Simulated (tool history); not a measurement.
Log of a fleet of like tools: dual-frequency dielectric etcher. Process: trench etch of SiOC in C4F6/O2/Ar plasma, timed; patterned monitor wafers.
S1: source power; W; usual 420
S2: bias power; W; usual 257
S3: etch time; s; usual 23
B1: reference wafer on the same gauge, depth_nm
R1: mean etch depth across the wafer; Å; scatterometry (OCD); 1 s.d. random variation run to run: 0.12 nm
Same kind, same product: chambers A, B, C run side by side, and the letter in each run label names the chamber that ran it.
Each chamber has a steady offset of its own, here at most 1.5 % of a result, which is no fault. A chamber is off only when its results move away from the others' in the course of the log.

run   hour   S1   S2    S3      B1      R1
 1C    7.3  420  257    23      45  541.45
 2B   17.1  420  257    23  45.019  545.85
 3A   22.4  420  257    23  45.009  545.58
 4C     28  420  257    23   45.01  540.18
 5B   36.9  420  257    23  44.998  545.77
 6A   45.2  420  257    23  44.979  547.17
 7C   52.4  420  257    23  45.004  540.95
 8B   57.6  420  257    23  44.984  545.22
 9A     65  420  257    23  44.998  548.19
10A   73.8  420  257    23   44.99  549.33
11C   82.5  520  257    23   45.01     587
12B     91  520  257    23  45.005  591.91
13B  100.2  520  257    23  45.006   594.2
14A    107  420  257    23   45.03  549.24
15C    115  420  257    23  45.009  540.61
16B  119.4  340  304    23  44.987  536.26
17C  129.3  340  304    23  45.002  527.93
18A  135.3  340  304    23  44.989  539.29
19A  143.1  420  257    23  44.988  553.75
20C    149  420  204    23  44.992  500.17
21B  155.7  420  204    23  45.004  505.51
22A  161.8  420  204    23  44.999  511.86
23C  168.9  420  257    23  44.993  541.67
24B  176.5  420  257    23  44.999  546.17
25A  181.2  420  257    23  45.004  554.96
26C  186.6  350  257  20.5   44.99  448.87
27B  193.8  350  257  20.5  45.016   454.7
28B  202.3  350  257  20.5  44.996  453.52

Does one chamber stand apart from the rest, does the shared gauge drift, or is all well apart from small per-chamber offsets? Give the chamber and the most likely cause, where there is one.

Little by little, chamber A moves away from the other chambers.
What lies behind it: source power that arrives over what is set, % = 4.01.
With only this log, it may be confused with: etch rate over this chamber's usual, %; bias power that arrives over what is set, %.

Below are 4 candidate recipes for chamber A's next run, each the usual settings with a change, their results shown as question marks. Which of them brings A's results back in line with what the other chambers give on the usual settings?
To be in line, a result may differ from the other chambers' mean on the usual settings by at most: R1 4.3 Å
29A-1  209.4  410  250    23       ?
29A-2  209.4  420  259    24       ?
29A-3  209.4  420  255    22       ?
29A-4  209.4  420  258  23.5       ?

Other chambers, usual settings, mean: R1 543.37 Å
  run      R1
29A-1  544.42
29A-2  580.15
29A-3  529.04
29A-4  567.32
29A-1 brings the chamber back in line.

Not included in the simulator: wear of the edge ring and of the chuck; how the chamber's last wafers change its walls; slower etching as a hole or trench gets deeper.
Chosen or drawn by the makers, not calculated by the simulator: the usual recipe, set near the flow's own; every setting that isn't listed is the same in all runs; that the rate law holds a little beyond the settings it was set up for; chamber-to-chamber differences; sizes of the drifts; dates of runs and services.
